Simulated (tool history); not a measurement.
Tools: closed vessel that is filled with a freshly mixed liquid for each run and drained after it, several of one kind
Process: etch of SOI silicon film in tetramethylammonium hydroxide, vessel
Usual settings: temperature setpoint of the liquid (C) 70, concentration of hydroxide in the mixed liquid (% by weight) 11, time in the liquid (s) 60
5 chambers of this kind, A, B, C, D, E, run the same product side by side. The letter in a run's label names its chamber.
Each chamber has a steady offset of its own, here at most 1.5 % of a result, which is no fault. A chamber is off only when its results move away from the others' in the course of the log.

run,hour,temperature setpoint of the liquid (C),concentration of hydroxide in the mixed liquid (% by weight),time in the liquid (s),"read-back film thickness of the SOI silicon film reference wafer, read on the same gauge (nm)",thickness taken off the SOI silicon film on a monitor wafer (angstrom)
1B,6,70,11,60,99.971,4145.4
2D,15.1,70,11,60,100.02,4197.3
3A,22.4,70,11,60,100.04,4138.4
4E,30.8,70,11,60,100.01,4131.2
5C,40.3,70,11,60,99.992,4077.8
6E,51.5,74.5,11,60,99.999,5428.8
7C,62.2,74.5,11,60,100.01,5350.1
8A,72.7,74.5,11,60,99.973,5392.4
9D,82.9,74.5,11,60,100.03,5348.5
10B,89.3,74.5,11,60,100.05,5456.2
11C,98.5,70,11,60,99.981,4088.8
12A,108,70,11,60,99.988,4108.5
13E,117.3,70,11,60,99.997,4185.6
14D,123.3,70,11,60,100.05,4153
# hour 126.8: chamber D: hydroxide flow meter replaced
15B,132.9,70,11,30,100.03,2156
16C,138.1,70,11,30,99.983,2058.3
17D,149.6,70,11,30,99.985,2095.3
18B,158.7,70,11,30,100.03,2153.7
19A,167.8,70,11,30,100.02,2085.6
20E,177.1,70,11,60,100.03,4203.3
21D,187.6,70,11,60,99.983,4102.8
22C,195.8,70,11,60,99.986,4101.9
23A,202.9,70,11,60,100.02,4070.7
24B,212.2,70,11,60,99.979,4429.9
25E,222.4,70,11,60,100,4174.6
26E,232,70,11,60,100.03,4179.4
27A,241.2,70,11,60,99.994,4153.2
28C,248,70,11,60,99.958,4118.6
# hour 250.7: chamber E: thermometer replaced
29D,258.4,70,11,60,99.991,4166.7
30B,264.5,70,11,60,99.976,4515.2
31A,275.2,66.5,11,90,99.975,5033.2
32E,286.4,66.5,11,90,100.01,5092.3
33C,291.8,66.5,11,90,99.965,5080.4
34B,298.8,66.5,11,90,99.957,5578
35D,308.5,66.5,11,90,100.01,5016.5
36E,314.3,70,11,60,100,4181.6
37A,321.7,70,11,60,100.01,4136
38C,328,70,11,60,99.963,4079.4
39D,334.1,74,12.5,60,100.04,4938

Next, every chamber runs the same settings. What will each give?
40A,342.3,70,14,60,,?
40B,342.3,70,14,60,,?
40C,342.3,70,14,60,,?
40D,342.3,70,14,60,,?
40E,342.3,70,14,60,,?

run,thickness taken off the SOI silicon film on a monitor wafer (angstrom)
40A,3769.3
40B,4208.4
40C,3649.1
40D,3735.8
40E,3752.3

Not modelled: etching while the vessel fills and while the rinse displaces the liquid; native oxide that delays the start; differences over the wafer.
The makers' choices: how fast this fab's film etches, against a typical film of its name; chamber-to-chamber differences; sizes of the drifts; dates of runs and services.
